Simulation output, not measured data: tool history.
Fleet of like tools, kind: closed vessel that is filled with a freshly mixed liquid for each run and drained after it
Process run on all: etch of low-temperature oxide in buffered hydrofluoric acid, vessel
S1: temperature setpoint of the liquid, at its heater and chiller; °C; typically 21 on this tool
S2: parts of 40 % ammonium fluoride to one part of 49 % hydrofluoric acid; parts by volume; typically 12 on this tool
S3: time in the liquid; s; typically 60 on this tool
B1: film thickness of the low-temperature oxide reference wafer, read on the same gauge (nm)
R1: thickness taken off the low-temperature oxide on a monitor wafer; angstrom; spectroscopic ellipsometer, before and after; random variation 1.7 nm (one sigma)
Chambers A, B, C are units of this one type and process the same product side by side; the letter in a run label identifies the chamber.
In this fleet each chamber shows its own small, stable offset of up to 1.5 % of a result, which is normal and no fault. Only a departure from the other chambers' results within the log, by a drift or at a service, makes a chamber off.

run,hour,S1,S2,S3,B1,R1
1C,10.3,21,12,60,79.995,2803.5
2A,21.3,21,12,60,79.991,2762.7
3B,31.1,21,12,60,79.993,2825.4
4A,44.2,21,12,60,79.99,2786.4
5B,55.1,19.5,12,35,79.998,1508.7
6C,66.9,19.5,12,35,80.025,1502.8
7C,74.9,19.5,12,35,80.004,1509.8
8A,82.4,21,12,60,79.99,2796.9
9B,88.4,21,12,60,79.998,2840.8
10B,99.9,21,12,60,80.015,2791.5
11A,112.2,21,12,80,79.986,3725.2
12C,121.2,21,12,80,79.996,3740.4
13C,129.4,21,12,80,79.994,3720.7
14A,135.4,21,12,60,80.014,2777.7
15B,141.5,21,12,60,79.989,2817.6
16B,152.3,21,12,60,79.976,2807.2
17A,161.8,21,12,60,80.021,2781.4
18C,173.9,21,12,60,79.988,2751.5
19B,185.9,25.5,12,70,79.978,4180.9
# hour 191.2: chamber A: hydrofluoric acid flow meter replaced
# hour 195.1: chamber A: thermometer replaced
20C,197.7,25.5,12,70,80.012,4015.7
21A,203.7,25.5,12,70,79.995,4146.3
22C,210.1,21,12,60,79.997,2696.2
23A,221.7,21,12,60,79.992,2783.3
24B,234.4,17,12,60,79.994,2254.9
25C,244.9,17,12,60,80.004,2111.3
26A,255.1,17,12,60,80.022,2195.7
27B,267.4,21,12,60,80.015,2802.7
28C,274.8,21,12,60,80.011,2616.5
29B,285,21,12,60,80.019,2826.9
30A,294.1,21,12,60,80.001,2790.3
31A,305.8,21,12,60,79.982,2791.5
32B,312.3,21,12,60,80,2796

Has any chamber moved away from the others, gradually or after a service, or does the common gauge drift, or do the chambers differ only by their own small steady offsets? State the chamber and the most likely cause if one applies.

One chamber, C, drifts off from the rest bit by bit.
Most likely cause: liquid colder than its thermometer reads (K) = 1.62.
The log might look much the same if the cause were instead: hydrofluoric acid flow below the setpoint (%).

Which of the 4 candidates below, each the usual settings with something changed and its results left as question marks, puts chamber C back in line with what the other chambers give on the usual settings?
To be in line, a result may differ from the other chambers' mean on the usual settings by at most: R1 60 angstrom
33C-1,322,19.5,12,60,,?
33C-2,322,21,12,50,,?
33C-3,322,21,11,60,,?
33C-4,322,21.5,12,70,,?

What the other chambers average on the usual settings: R1 2796.3 angstrom
run,R1
33C-1,2357.1
33C-2,2135.6
33C-3,2793.8
33C-4,3073.3
33C-3 brings the chamber back in line.
